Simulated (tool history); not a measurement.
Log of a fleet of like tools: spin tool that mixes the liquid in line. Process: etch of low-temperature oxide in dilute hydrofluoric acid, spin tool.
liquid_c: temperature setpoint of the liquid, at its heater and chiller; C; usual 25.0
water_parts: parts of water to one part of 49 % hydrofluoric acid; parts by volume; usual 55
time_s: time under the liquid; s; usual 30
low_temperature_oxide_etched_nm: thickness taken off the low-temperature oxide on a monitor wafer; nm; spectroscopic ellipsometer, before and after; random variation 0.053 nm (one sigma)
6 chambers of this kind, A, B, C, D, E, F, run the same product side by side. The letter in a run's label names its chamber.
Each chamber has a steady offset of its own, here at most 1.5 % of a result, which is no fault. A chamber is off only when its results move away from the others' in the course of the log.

run,hour,liquid_c,water_parts,time_s,"read-back film thickness of the low-temperature oxide reference wafer, read on the same gauge (nm)",low_temperature_oxide_etched_nm
1D,5.3,25.0,55,30,40.003,9.4191
2B,15.7,25.0,55,30,39.961,9.5694
3C,23.1,25.0,55,30,39.955,9.5662
4A,29.3,25.0,55,30,39.970,9.5133
5E,36.2,25.0,55,30,39.989,9.5770
6F,46.7,25.0,55,30,40.060,9.4923
7D,54.4,25.0,30,20,40.028,11.8660
8A,62.8,25.0,30,20,39.981,12.2270
9F,73.5,25.0,30,20,40.039,11.9610
10E,84.5,25.0,30,20,40.016,12.1180
11B,93.9,25.0,30,20,39.964,12.1680
12C,101.3,25.0,30,20,39.964,12.1810
13A,109.4,25.0,55,30,40.033,9.5151
# hour 112.9: chamber D: hydrofluoric acid flow meter replaced
14F,120.0,25.0,55,30,39.983,9.5844
15D,129.6,25.0,55,30,40.024,9.4177
16B,140.6,25.0,55,30,40.004,9.6682
17C,146.5,25.0,55,30,40.040,9.6132
18E,155.5,25.0,55,30,40.010,9.5022
19B,160.5,25.0,55,30,40.003,9.6831
20A,168.8,25.0,55,30,40.015,9.5720
21E,178.8,25.0,55,30,39.966,9.5047
22C,188.5,25.0,55,30,39.973,9.6464
# hour 195.9: chamber A: thermometer replaced
23D,198.5,25.0,55,30,40.066,9.4928
24F,205.2,25.0,55,40,39.959,13.0950
25B,216.3,25.0,55,40,40.023,12.8000
# hour 217.2: chamber A: hydrofluoric acid flow meter replaced
26F,224.1,25.0,55,40,40.001,13.2810
27E,232.3,25.0,55,40,39.997,12.6920
28A,242.4,25.0,55,40,39.980,12.5960
29D,249.7,25.0,55,40,40.000,12.6590
30C,255.4,25.0,55,30,40.007,9.6080
31B,264.9,25.0,55,30,39.993,9.5913
32A,272.7,25.0,55,30,39.961,9.4832
# hour 274.6: chamber D: thermometer replaced
33F,278.8,25.0,55,30,40.013,9.8949
34E,287.4,25.0,55,30,39.981,9.3889
35C,297.0,25.0,55,30,39.986,9.5367
36D,304.9,25.0,55,30,39.998,9.4091
37D,313.6,25.0,55,30,40.016,9.3724
38B,321.8,25.0,55,30,40.004,9.5294
39F,327.2,25.0,55,30,39.994,10.1380

All 6 chambers run these settings next. Forecast each chamber's results:
40A,335.3,22.5,55,30,,?
40B,335.3,22.5,55,30,,?
40C,335.3,22.5,55,30,,?
40D,335.3,22.5,55,30,,?
40E,335.3,22.5,55,30,,?
40F,335.3,22.5,55,30,,?

run,low_temperature_oxide_etched_nm
40A,8.5574
40B,8.6667
40C,8.6244
40D,8.5616
40E,8.5091
40F,9.2050

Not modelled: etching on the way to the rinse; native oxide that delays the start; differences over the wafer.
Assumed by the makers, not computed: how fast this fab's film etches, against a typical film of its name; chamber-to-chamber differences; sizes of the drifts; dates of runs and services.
